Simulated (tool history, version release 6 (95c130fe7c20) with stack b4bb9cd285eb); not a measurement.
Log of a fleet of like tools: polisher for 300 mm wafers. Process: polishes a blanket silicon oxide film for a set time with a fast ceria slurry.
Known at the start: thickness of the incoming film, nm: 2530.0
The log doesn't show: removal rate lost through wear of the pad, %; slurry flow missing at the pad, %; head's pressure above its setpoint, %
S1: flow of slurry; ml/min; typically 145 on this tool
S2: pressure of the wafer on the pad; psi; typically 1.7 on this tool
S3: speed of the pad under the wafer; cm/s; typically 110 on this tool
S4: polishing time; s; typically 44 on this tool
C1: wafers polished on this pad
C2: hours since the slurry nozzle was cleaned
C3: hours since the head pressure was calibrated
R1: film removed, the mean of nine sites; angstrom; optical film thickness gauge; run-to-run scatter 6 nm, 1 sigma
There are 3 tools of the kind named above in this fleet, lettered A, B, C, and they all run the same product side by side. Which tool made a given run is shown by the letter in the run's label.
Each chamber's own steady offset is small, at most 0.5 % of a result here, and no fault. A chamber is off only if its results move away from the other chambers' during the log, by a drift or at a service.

{"run": "1B", "hour": 12.5, "S1": 145, "S2": 1.7, "S3": 110, "S4": 44, "C1": 175, "C2": 199.3, "C3": 24.9, "R1": 4943.8}
{"hour": 14.2, "done": "chamber C: slurry nozzle cleaned"}
{"run": "2C", "hour": 22.9, "S1": 145, "S2": 1.7, "S3": 110, "S4": 44, "C1": 513, "C2": 8.8, "C3": 515.2, "R1": 4861.9}
{"hour": 23.8, "done": "chamber A: worn pad replaced by a new one"}
{"run": "3A", "hour": 34.4, "S1": 145, "S2": 1.7, "S3": 110, "S4": 44, "C1": 116, "C2": 374.6, "C3": 478.3, "R1": 4963.3}
{"run": "4A", "hour": 40.6, "S1": 145, "S2": 1.7, "S3": 110, "S4": 44, "C1": 184, "C2": 380.8, "C3": 484.5, "R1": 4868.3}
{"hour": 46.3, "done": "chamber B: worn pad replaced by a new one"}
{"run": "5C", "hour": 48.6, "S1": 145, "S2": 1.7, "S3": 110, "S4": 44, "C1": 794, "C2": 34.5, "C3": 540.9, "R1": 4956.5}
{"run": "6B", "hour": 59.6, "S1": 145, "S2": 1.7, "S3": 110, "S4": 44, "C1": 146, "C2": 246.4, "C3": 72.0, "R1": 4888.5}
{"run": "7A", "hour": 67.1, "S1": 145, "S2": 1.7, "S3": 110, "S4": 44, "C1": 474, "C2": 407.3, "C3": 511.0, "R1": 4917.5}
{"run": "8C", "hour": 73.4, "S1": 145, "S2": 1.7, "S3": 110, "S4": 44, "C1": 1065, "C2": 59.3, "C3": 565.7, "R1": 4948.1}
{"run": "9B", "hour": 79.6, "S1": 145, "S2": 1.7, "S3": 110, "S4": 44, "C1": 364, "C2": 266.4, "C3": 92.0, "R1": 5020.9}
{"hour": 84.0, "done": "chamber A: worn pad replaced by a new one"}
{"run": "10C", "hour": 86.3, "S1": 165, "S2": 1.7, "S3": 110, "S4": 44, "C1": 1206, "C2": 72.2, "C3": 578.6, "R1": 5068.0}
{"run": "11B", "hour": 94.3, "S1": 165, "S2": 1.7, "S3": 110, "S4": 44, "C1": 525, "C2": 281.1, "C3": 106.7, "R1": 5054.7}
{"hour": 96.9, "done": "chamber B: worn pad replaced by a new one"}
{"run": "12A", "hour": 107.1, "S1": 165, "S2": 1.7, "S3": 110, "S4": 44, "C1": 253, "C2": 447.3, "C3": 551.0, "R1": 5003.8}
{"run": "13B", "hour": 113.3, "S1": 145, "S2": 1.7, "S3": 110, "S4": 44, "C1": 179, "C2": 300.1, "C3": 125.7, "R1": 4944.4}
{"run": "14C", "hour": 121.9, "S1": 145, "S2": 1.7, "S3": 110, "S4": 44, "C1": 1595, "C2": 107.8, "C3": 614.2, "R1": 4944.7}
{"hour": 122.8, "done": "chamber C: worn pad replaced by a new one"}
{"run": "15A", "hour": 128.5, "S1": 145, "S2": 1.7, "S3": 110, "S4": 44, "C1": 487, "C2": 468.7, "C3": 572.4, "R1": 4905.6}
{"run": "16C", "hour": 137.0, "S1": 145, "S2": 1.7, "S3": 110, "S4": 44, "C1": 155, "C2": 122.9, "C3": 629.3, "R1": 4899.8}
{"hour": 146.3, "done": "chamber B: worn pad replaced by a new one"}
{"run": "17B", "hour": 149.8, "S1": 145, "S2": 1.7, "S3": 110, "S4": 44, "C1": 39, "C2": 336.6, "C3": 162.2, "R1": 4865.5}
{"hour": 151.1, "done": "chamber A: worn pad replaced by a new one"}
{"run": "18A", "hour": 160.7, "S1": 145, "S2": 1.7, "S3": 110, "S4": 44, "C1": 105, "C2": 500.9, "C3": 604.6, "R1": 4883.9}
{"run": "19B", "hour": 168.9, "S1": 145, "S2": 1.7, "S3": 110, "S4": 44, "C1": 248, "C2": 355.7, "C3": 181.3, "R1": 4805.4}
{"run": "20A", "hour": 174.7, "S1": 145, "S2": 1.7, "S3": 110, "S4": 44, "C1": 258, "C2": 514.9, "C3": 618.6, "R1": 5003.0}
{"run": "21C", "hour": 181.4, "S1": 145, "S2": 1.2, "S3": 110, "S4": 58, "C1": 641, "C2": 167.3, "C3": 673.7, "R1": 4631.3}
{"run": "22A", "hour": 193.2, "S1": 145, "S2": 1.2, "S3": 110, "S4": 58, "C1": 460, "C2": 533.4, "C3": 637.1, "R1": 4523.7}
{"hour": 196.6, "done": "chamber B: worn pad replaced by a new one"}
{"run": "23B", "hour": 204.1, "S1": 145, "S2": 1.2, "S3": 110, "S4": 58, "C1": 82, "C2": 390.9, "C3": 216.5, "R1": 4381.7}
{"run": "24C", "hour": 211.5, "S1": 145, "S2": 1.7, "S3": 110, "S4": 44, "C1": 970, "C2": 197.4, "C3": 703.8, "R1": 4890.0}
{"hour": 214.8, "done": "chamber A: worn pad replaced by a new one"}
{"run": "25C", "hour": 220.3, "S1": 145, "S2": 1.7, "S3": 110, "S4": 44, "C1": 1066, "C2": 206.2, "C3": 712.6, "R1": 5050.1}
{"run": "26B", "hour": 230.6, "S1": 145, "S2": 1.7, "S3": 110, "S4": 44, "C1": 372, "C2": 417.4, "C3": 243.0, "R1": 4577.8}
{"run": "27A", "hour": 236.8, "S1": 145, "S2": 1.7, "S3": 110, "S4": 44, "C1": 241, "C2": 577.0, "C3": 680.7, "R1": 4897.7}
{"run": "28A", "hour": 242.7, "S1": 125, "S2": 1.7, "S3": 110, "S4": 54, "C1": 305, "C2": 582.9, "C3": 686.6, "R1": 5922.7}
{"run": "29C", "hour": 253.8, "S1": 125, "S2": 1.7, "S3": 110, "S4": 54, "C1": 1433, "C2": 239.7, "C3": 746.1, "R1": 5767.1}
{"hour": 257.4, "done": "chamber B: worn pad replaced by a new one"}
{"run": "30B", "hour": 259.8, "S1": 125, "S2": 1.7, "S3": 110, "S4": 54, "C1": 26, "C2": 446.6, "C3": 272.2, "R1": 5295.6}
{"run": "31A", "hour": 269.5, "S1": 145, "S2": 1.7, "S3": 110, "S4": 44, "C1": 598, "C2": 609.7, "C3": 713.4, "R1": 4818.3}

What goes on in this fleet: one chamber off, a drifting gauge, or nothing beyond the chambers' own small offsets? Name the chamber and the cause, if any.

Little by little, chamber B moves away from the other chambers.
Likeliest cause: slurry flow missing at the pad, % = 38.3.
Not necessarily distinguishable in this log from: head's pressure below its setpoint, %.

Chamber B could run next with any of the 4 candidate recipes listed below; each alters the usual settings, and their results appear as question marks. Which one brings its results back in line with what the other chambers deliver on the usual settings?
In line here means within this much of the mean the other chambers give on the usual settings: R1 210.0 angstrom
{"run": "32B-1", "hour": 278.7, "S1": 145, "S2": 1.7, "S3": 110, "S4": 49, "R1": "?"}
{"run": "32B-2", "hour": 278.7, "S1": 145, "S2": 1.6, "S3": 106, "S4": 43, "R1": "?"}
{"run": "32B-3", "hour": 278.7, "S1": 145, "S2": 1.8, "S3": 116, "S4": 47, "R1": "?"}
{"run": "32B-4", "hour": 278.7, "S1": 145, "S2": 1.6, "S3": 104, "S4": 41, "R1": "?"}

What the other chambers average on the usual settings: R1 4906.9 angstrom
run=32B-1 R1=4978.6
run=32B-2 R1=3961.6
run=32B-3 R1=5334.1
run=32B-4 R1=3705.3
The answer is 32B-1, which returns the chamber to within the allowed miss of the others.
